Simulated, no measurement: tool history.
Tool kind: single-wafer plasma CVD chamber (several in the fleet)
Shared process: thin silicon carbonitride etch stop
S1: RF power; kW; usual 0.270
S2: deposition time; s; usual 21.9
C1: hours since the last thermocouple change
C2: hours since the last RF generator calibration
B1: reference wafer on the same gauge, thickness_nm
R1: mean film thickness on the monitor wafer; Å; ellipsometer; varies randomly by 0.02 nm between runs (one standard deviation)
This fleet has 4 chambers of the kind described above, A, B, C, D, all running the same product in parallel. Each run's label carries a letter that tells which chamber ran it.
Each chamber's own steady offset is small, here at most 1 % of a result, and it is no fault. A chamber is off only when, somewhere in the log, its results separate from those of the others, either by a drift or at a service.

run	hour	S1	S2	C1	C2	B1	R1
1B	15.1	0.270	21.9	814.7	859.4	14.801	136.84
2C	26.5	0.270	21.9	370.7	353.3	14.809	135.82
3D	38.0	0.270	21.9	40.0	288.8	14.813	137.24
4A	52.7	0.270	21.9	2600.6	1544.8	14.813	135.94
5B	64.4	0.320	24.2	864.0	908.7	14.821	158.85
# hour 73.8: chamber B: RF generator calibrated
6A	79.9	0.320	24.2	2627.8	1572.0	14.820	157.93
7D	93.6	0.320	24.2	95.6	344.4	14.829	160.40
8C	102.6	0.320	24.2	446.8	429.4	14.833	158.74
9C	118.2	0.270	21.9	462.4	445.0	14.836	136.41
10A	127.9	0.270	21.9	2675.8	1620.0	14.833	136.33
11B	135.2	0.270	21.9	934.8	61.4	14.834	137.15
12D	149.6	0.270	21.9	151.6	400.4	14.841	137.95
# hour 161.6: chamber A: thermocouple changed; heater temperature recalibrated
13B	162.7	0.270	21.9	962.3	88.9	14.847	137.45
14D	177.3	0.270	21.9	179.3	428.1	14.850	137.45
15A	187.7	0.270	21.9	26.1	1679.8	14.852	136.48
16C	202.6	0.270	21.9	546.8	529.4	14.859	136.48
17B	214.0	0.270	21.9	1013.6	140.2	14.862	137.17
18C	221.8	0.270	21.9	566.0	548.6	14.860	136.73
19A	235.3	0.270	21.9	73.7	1727.4	14.867	136.37
20D	249.7	0.270	21.9	251.7	500.5	14.873	138.05
21D	262.9	0.270	21.9	264.9	513.7	14.874	138.02
22C	277.2	0.270	21.9	621.4	604.0	14.877	137.07
23B	285.1	0.270	21.9	1084.7	211.3	14.877	137.80
24A	299.5	0.270	21.9	137.9	1791.6	14.887	136.62

Each of the 4 chambers runs these same settings next. Fill in every chamber's results:
25A	310.7	0.270	21.9				?
25B	310.7	0.270	21.9				?
25C	310.7	0.270	21.9				?
25D	310.7	0.270	21.9				?

run	R1
25A	136.77
25B	137.66
25C	136.89
25D	138.24
